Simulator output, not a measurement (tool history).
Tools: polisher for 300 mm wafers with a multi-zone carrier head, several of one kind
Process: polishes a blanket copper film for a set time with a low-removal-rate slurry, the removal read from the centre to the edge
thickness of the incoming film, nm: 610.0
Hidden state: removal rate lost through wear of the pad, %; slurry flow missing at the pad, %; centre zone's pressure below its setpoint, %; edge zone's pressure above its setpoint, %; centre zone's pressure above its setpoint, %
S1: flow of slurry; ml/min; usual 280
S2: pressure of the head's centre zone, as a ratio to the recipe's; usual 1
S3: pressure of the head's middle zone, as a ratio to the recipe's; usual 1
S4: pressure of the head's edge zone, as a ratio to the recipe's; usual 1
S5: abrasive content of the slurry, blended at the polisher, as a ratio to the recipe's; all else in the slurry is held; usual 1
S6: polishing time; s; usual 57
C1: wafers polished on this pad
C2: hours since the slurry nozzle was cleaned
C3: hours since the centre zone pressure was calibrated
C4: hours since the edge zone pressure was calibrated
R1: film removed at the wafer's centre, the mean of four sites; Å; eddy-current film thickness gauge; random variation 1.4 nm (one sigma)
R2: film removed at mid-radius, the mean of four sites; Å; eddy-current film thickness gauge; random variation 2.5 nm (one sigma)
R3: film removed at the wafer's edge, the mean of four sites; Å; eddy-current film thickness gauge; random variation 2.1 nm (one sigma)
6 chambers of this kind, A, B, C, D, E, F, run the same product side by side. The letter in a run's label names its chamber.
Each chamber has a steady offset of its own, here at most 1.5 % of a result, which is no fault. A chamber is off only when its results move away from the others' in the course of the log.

run 1D day=0.217 | S1=280 S2=1 S3=1 S4=1 S5=1 S6=57 | C1=951 C2=189.2 C3=1512 C4=554.6 | R1=1707 R2=1701.1 R3=1709
run 2F day=0.533 | S1=280 S2=1 S3=1 S4=1 S5=1 S6=57 | C1=203 C2=124.5 C3=215.4 C4=56.5 | R1=1695 R2=1724 R3=1679.3
run 3E day=0.833 | S1=280 S2=1 S3=1 S4=1 S5=1 S6=57 | C1=1479 C2=134.9 C3=785.8 C4=1145.4 | R1=1699.1 R2=1725.5 R3=1662.4
run 4A day=1.033 | S1=280 S2=1 S3=1 S4=1 S5=1 S6=57 | C1=438 C2=373 C3=741.8 C4=838.9 | R1=1728.7 R2=1694.1 R3=1671.5
run 5C day=1.292 | S1=280 S2=1 S3=1 S4=1 S5=1 S6=57 | C1=493 C2=78.8 C3=1260.5 C4=282.7 | R1=1719.5 R2=1725.7 R3=1694.2
-- day=1.346 chamber E: worn pad replaced by a new one
run 6B day=1.6 | S1=280 S2=1 S3=1 S4=1 S5=1 S6=57 | C1=493 C2=447.1 C3=883.5 C4=67 | R1=1713 R2=1680.6 R3=1689.6
run 7B day=1.833 | S1=280 S2=0.92 S3=1 S4=1 S5=1 S6=57 | C1=558 C2=452.7 C3=889.1 C4=72.6 | R1=1561.6 R2=1687.6 R3=1695
-- day=1.95 chamber D: centre zone pressure recalibrated
run 8F day=2.054 | S1=280 S2=0.92 S3=1 S4=1 S5=1 S6=57 | C1=623 C2=161 C3=251.9 C4=93 | R1=1537.7 R2=1728.5 R3=1729.5
-- day=2.175 chamber D: worn pad replaced by a new one
run 9A day=2.325 | S1=280 S2=0.92 S3=1 S4=1 S5=1 S6=57 | C1=795 C2=404 C3=772.8 C4=869.9 | R1=1545.7 R2=1741.8 R3=1712.7
run 10E day=2.512 | S1=280 S2=0.92 S3=1 S4=1 S5=1 S6=57 | C1=323 C2=175.2 C3=826.1 C4=1185.7 | R1=1589.6 R2=1694.7 R3=1705.2
-- day=2.646 chamber C: worn pad replaced by a new one
-- day=2.658 chamber B: centre zone pressure recalibrated
run 11C day=2.796 | S1=280 S2=0.92 S3=1 S4=1 S5=1 S6=57 | C1=41 C2=114.9 C3=1296.6 C4=318.8 | R1=1566.2 R2=1671 R3=1701.1
run 12D day=3.075 | S1=280 S2=0.92 S3=1 S4=1 S5=1 S6=57 | C1=249 C2=257.8 C3=27 C4=623.2 | R1=1538.3 R2=1679.3 R3=1711.3
-- day=3.204 chamber F: worn pad replaced by a new one
-- day=3.254 chamber A: worn pad replaced by a new one
-- day=3.279 chamber B: worn pad replaced by a new one
run 13B day=3.358 | S1=280 S2=1 S3=1 S4=1 S5=1 S6=57 | C1=22 C2=489.3 C3=16.8 C4=109.2 | R1=1709.4 R2=1721.3 R3=1696.2
run 14D day=3.658 | S1=280 S2=1 S3=1 S4=1 S5=1 S6=57 | C1=411 C2=271.8 C3=41 C4=637.2 | R1=1690.5 R2=1688.4 R3=1703
run 15E day=3.879 | S1=280 S2=1 S3=1 S4=1 S5=1 S6=57 | C1=701 C2=208 C3=858.9 C4=1218.5 | R1=1715.9 R2=1705.9 R3=1692.3
-- day=4.1 chamber E: centre zone pressure recalibrated
-- day=4.229 chamber B: slurry nozzle cleaned
run 16C day=4.229 | S1=280 S2=1 S3=1 S4=1 S5=1 S6=57 | C1=437 C2=149.3 C3=1331 C4=353.2 | R1=1709.3 R2=1714.9 R3=1649.7
run 17A day=4.525 | S1=280 S2=1 S3=1 S4=1 S5=1 S6=57 | C1=351 C2=456.8 C3=825.6 C4=922.7 | R1=1717.5 R2=1715.4 R3=1695.3
run 18F day=4.679 | S1=280 S2=1 S3=1 S4=1 S5=1 S6=57 | C1=409 C2=224 C3=314.9 C4=156 | R1=1689.8 R2=1700.4 R3=1662
-- day=4.842 chamber E: slurry nozzle cleaned
run 19E day=4.858 | S1=280 S2=1 S3=1 S4=1 S5=1 S6=57 | C1=972 C2=0.5 C3=18.2 C4=1242 | R1=1722.7 R2=1701.8 R3=1704.4
-- day=5.012 chamber A: edge zone pressure recalibrated
run 20A day=5.158 | S1=370 S2=1 S3=1 S4=1 S5=1 S6=69 | C1=526 C2=472 C3=840.8 C4=3.5 | R1=2135.4 R2=2145.9 R3=2073.5
-- day=5.254 chamber C: worn pad replaced by a new one
run 21F day=5.488 | S1=370 S2=1 S3=1 S4=1 S5=1 S6=69 | C1=632 C2=243.4 C3=334.3 C4=175.4 | R1=2072.1 R2=2111.4 R3=2084
-- day=5.675 chamber A: centre zone pressure recalibrated
run 22C day=5.725 | S1=370 S2=1 S3=1 S4=1 S5=1 S6=69 | C1=130 C2=185.2 C3=1366.9 C4=389.1 | R1=2142.6 R2=2090.1 R3=2124.6
-- day=5.788 chamber F: slurry nozzle cleaned
-- day=5.958 chamber E: worn pad replaced by a new one
run 23D day=6.004 | S1=370 S2=1 S3=1 S4=1 S5=1 S6=69 | C1=1060 C2=328.1 C3=97.3 C4=693.5 | R1=2159 R2=2105.4 R3=2100.5
run 24B day=6.188 | S1=370 S2=1 S3=1 S4=1 S5=1 S6=69 | C1=804 C2=47 C3=84.7 C4=177.1 | R1=2121.6 R2=2037 R3=2091.5
-- day=6.438 chamber F: worn pad replaced by a new one
run 25C day=6.442 | S1=370 S2=1 S3=1 S4=1 S5=1 S6=69 | C1=328 C2=202.4 C3=1384.1 C4=406.3 | R1=2092.9 R2=2121.5 R3=2093
-- day=6.512 chamber B: worn pad replaced by a new one
run 26F day=6.612 | S1=280 S2=1 S3=1 S4=1 S5=1 S6=57 | C1=48 C2=19.9 C3=361.3 C4=202.4 | R1=1693.2 R2=1750.1 R3=1695.4
run 27A day=6.775 | S1=280 S2=1 S3=1 S4=1 S5=1 S6=57 | C1=973 C2=510.8 C3=26.5 C4=42.3 | R1=1703.1 R2=1636.7 R3=1685.3
run 28E day=6.954 | S1=280 S2=0.9 S3=1 S4=1 S5=1 S6=57 | C1=276 C2=50.8 C3=68.5 C4=1292.3 | R1=1526.3 R2=1714.3 R3=1766.7
-- day=6.971 chamber A: worn pad replaced by a new one
-- day=7.233 chamber E: edge zone pressure recalibrated
run 29D day=7.254 | S1=280 S2=0.9 S3=1 S4=1 S5=1 S6=57 | C1=1405 C2=358.1 C3=127.3 C4=723.5 | R1=1506.6 R2=1705.9 R3=1670
run 30B day=7.417 | S1=280 S2=0.9 S3=1 S4=1 S5=1 S6=57 | C1=251 C2=76.5 C3=114.2 C4=206.6 | R1=1504.8 R2=1667.2 R3=1664.3
run 31E day=7.579 | S1=280 S2=0.9 S3=1 S4=1 S5=1 S6=57 | C1=449 C2=65.8 C3=83.5 C4=8.4 | R1=1523.5 R2=1694.1 R3=1720.5
-- day=7.654 chamber C: centre zone pressure recalibrated
run 32F day=7.779 | S1=280 S2=0.9 S3=1 S4=1 S5=1 S6=57 | C1=371 C2=47.9 C3=389.3 C4=230.4 | R1=1504.9 R2=1710.9 R3=1675.2
-- day=8.025 chamber D: worn pad replaced by a new one
run 33A day=8.112 | S1=280 S2=0.9 S3=1 S4=1 S5=1 S6=57 | C1=315 C2=542.9 C3=58.6 C4=74.4 | R1=1542.2 R2=1737.6 R3=1708.7
-- day=8.225 chamber C: worn pad replaced by a new one
run 34D day=8.267 | S1=280 S2=1 S3=1 S4=1 S5=1 S6=57 | C1=67 C2=382.4 C3=151.6 C4=747.8 | R1=1703.2 R2=1681.7 R3=1726
run 35C day=8.542 | S1=280 S2=1 S3=1 S4=1 S5=1 S6=57 | C1=88 C2=252.8 C3=21.4 C4=456.7 | R1=1695.7 R2=1716.7 R3=1721
run 36B day=8.875 | S1=340 S2=1 S3=1 S4=1.08 S5=1 S6=57 | C1=654 C2=111.5 C3=149.2 C4=241.6 | R1=1759.2 R2=1716.6 R3=1751.6
run 37F day=9.129 | S1=340 S2=1 S3=1 S4=1.08 S5=1 S6=57 | C1=744 C2=80.3 C3=421.7 C4=262.8 | R1=1729 R2=1728.6 R3=1792.2
run 38E day=9.425 | S1=340 S2=1 S3=1 S4=1.08 S5=1 S6=57 | C1=959 C2=110.1 C3=127.8 C4=52.7 | R1=1749.2 R2=1714.3 R3=1812.4
-- day=9.496 chamber B: worn pad replaced by a new one
run 39C day=9.7 | S1=340 S2=1 S3=1 S4=1.08 S5=1 S6=57 | C1=408 C2=280.6 C3=49.2 C4=484.5 | R1=1716.5 R2=1743.6 R3=1795.9
run 40A day=9.933 | S1=340 S2=1 S3=1 S4=1.08 S5=1 S6=57 | C1=819 C2=586.6 C3=102.3 C4=118.1 | R1=1751.7 R2=1690 R3=1786.1
-- day=9.958 chamber D: edge zone pressure recalibrated
run 41D day=10.1 | S1=340 S2=1 S3=1 S4=1.08 S5=1 S6=57 | C1=574 C2=426.4 C3=195.6 C4=3.5 | R1=1728.2 R2=1707.4 R3=1772.4
run 42B day=10.346 | S1=280 S2=1 S3=1 S4=1 S5=1 S6=57 | C1=236 C2=146.8 C3=184.5 C4=276.9 | R1=1726.8 R2=1690.7 R3=1691.1

What goes on in this fleet: one chamber off, a drifting gauge, or nothing beyond the chambers' own small offsets? Name the chamber and the cause, if any.

No chamber stands off beyond its own small offset, and the gauge holds steady.

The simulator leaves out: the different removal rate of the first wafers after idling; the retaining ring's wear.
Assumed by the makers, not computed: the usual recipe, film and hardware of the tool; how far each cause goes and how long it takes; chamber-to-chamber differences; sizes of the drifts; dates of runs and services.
